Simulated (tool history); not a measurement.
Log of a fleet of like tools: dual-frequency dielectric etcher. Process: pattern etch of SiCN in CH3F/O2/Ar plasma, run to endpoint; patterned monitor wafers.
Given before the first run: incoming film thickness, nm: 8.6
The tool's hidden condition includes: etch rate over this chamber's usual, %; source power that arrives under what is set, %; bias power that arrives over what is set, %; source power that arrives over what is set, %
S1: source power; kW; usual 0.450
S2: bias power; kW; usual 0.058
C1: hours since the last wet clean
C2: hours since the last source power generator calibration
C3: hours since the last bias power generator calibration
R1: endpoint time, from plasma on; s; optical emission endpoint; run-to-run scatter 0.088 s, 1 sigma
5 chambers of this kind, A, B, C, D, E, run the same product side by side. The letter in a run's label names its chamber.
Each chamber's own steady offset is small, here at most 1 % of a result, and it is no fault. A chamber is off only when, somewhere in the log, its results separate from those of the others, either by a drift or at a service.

run,hour,S1,S2,C1,C2,C3,R1
1C,4.3,0.450,0.058,437.3,540.7,938.5,23.585
2B,9.4,0.450,0.058,323.0,800.8,4754.3,23.404
3D,14.5,0.450,0.058,252.6,4005.1,1733.1,23.636
4E,18.7,0.450,0.058,130.3,397.4,1855.1,23.776
5A,23.0,0.450,0.058,214.8,378.3,1216.7,23.722
# hour 24.6: chamber B: bias power generator calibrated
6A,26.2,0.450,0.058,218.0,381.5,1219.9,23.570
7D,29.3,0.450,0.058,267.4,4019.9,1747.9,23.615
8C,32.6,0.450,0.058,465.6,569.0,966.8,23.761
9E,36.0,0.380,0.058,147.6,414.7,1872.4,25.271
10B,40.3,0.380,0.058,353.9,831.7,15.8,25.076
11C,44.8,0.380,0.058,477.8,581.2,979.0,25.115
12D,51.6,0.380,0.058,289.7,4042.2,1770.2,25.350
13E,58.4,0.380,0.058,170.0,437.1,1894.8,25.220
# hour 62.5: chamber C: wet clean of the chamber
14A,62.6,0.450,0.058,254.4,417.9,1256.3,23.460
15B,69.3,0.450,0.058,382.9,860.7,44.8,23.460
16A,74.2,0.450,0.058,266.0,429.5,1267.9,23.614
17D,80.4,0.450,0.058,318.5,4071.0,1799.0,23.726
18C,86.6,0.450,0.058,24.2,623.0,1020.8,23.629
19B,92.1,0.450,0.058,405.7,883.5,67.6,23.522
# hour 97.6: chamber D: source power generator calibrated
20E,99.0,0.410,0.058,210.6,477.7,1935.4,24.653
21B,105.1,0.410,0.058,418.7,896.5,80.6,24.300
22C,110.2,0.410,0.058,47.8,646.6,1044.4,24.543
23A,115.4,0.410,0.058,307.2,470.7,1309.1,24.439
24D,119.1,0.410,0.058,357.2,21.6,1837.7,24.634
25E,122.1,0.450,0.058,233.7,500.8,1958.5,23.654
26A,125.7,0.450,0.058,317.5,481.0,1319.4,23.572
27B,129.5,0.450,0.058,443.1,920.9,105.0,23.434
28C,134.2,0.450,0.058,71.8,670.6,1068.4,23.776
29D,139.7,0.450,0.058,377.8,42.2,1858.3,23.833
# hour 140.5: chamber B: wet clean of the chamber
30E,142.9,0.450,0.058,254.5,521.6,1979.3,23.800
31E,149.7,0.450,0.058,261.3,528.4,1986.1,23.672
32B,154.2,0.450,0.058,13.7,945.6,129.7,23.529
33C,160.0,0.500,0.058,97.6,696.4,1094.2,22.601
34A,164.2,0.500,0.058,356.0,519.5,1357.9,22.741
35D,170.8,0.500,0.058,408.9,73.3,1889.4,22.752
36D,176.9,0.500,0.058,415.0,79.4,1895.5,22.745
37C,183.7,0.500,0.058,121.3,720.1,1117.9,22.594
38E,189.5,0.450,0.058,301.1,568.2,2025.9,23.682
39B,195.5,0.540,0.052,55.0,986.9,171.0,22.653
40A,199.8,0.540,0.052,391.6,555.1,1393.5,22.758

Next, all 5 chambers run the settings below, one line each with question marks for the results. What does each chamber give?
41A,204.9,0.450,0.046,,,,?
41B,204.9,0.450,0.046,,,,?
41C,204.9,0.450,0.046,,,,?
41D,204.9,0.450,0.046,,,,?
41E,204.9,0.450,0.046,,,,?

run,R1
41A,25.353
41B,25.189
41C,25.452
41D,25.604
41E,25.649

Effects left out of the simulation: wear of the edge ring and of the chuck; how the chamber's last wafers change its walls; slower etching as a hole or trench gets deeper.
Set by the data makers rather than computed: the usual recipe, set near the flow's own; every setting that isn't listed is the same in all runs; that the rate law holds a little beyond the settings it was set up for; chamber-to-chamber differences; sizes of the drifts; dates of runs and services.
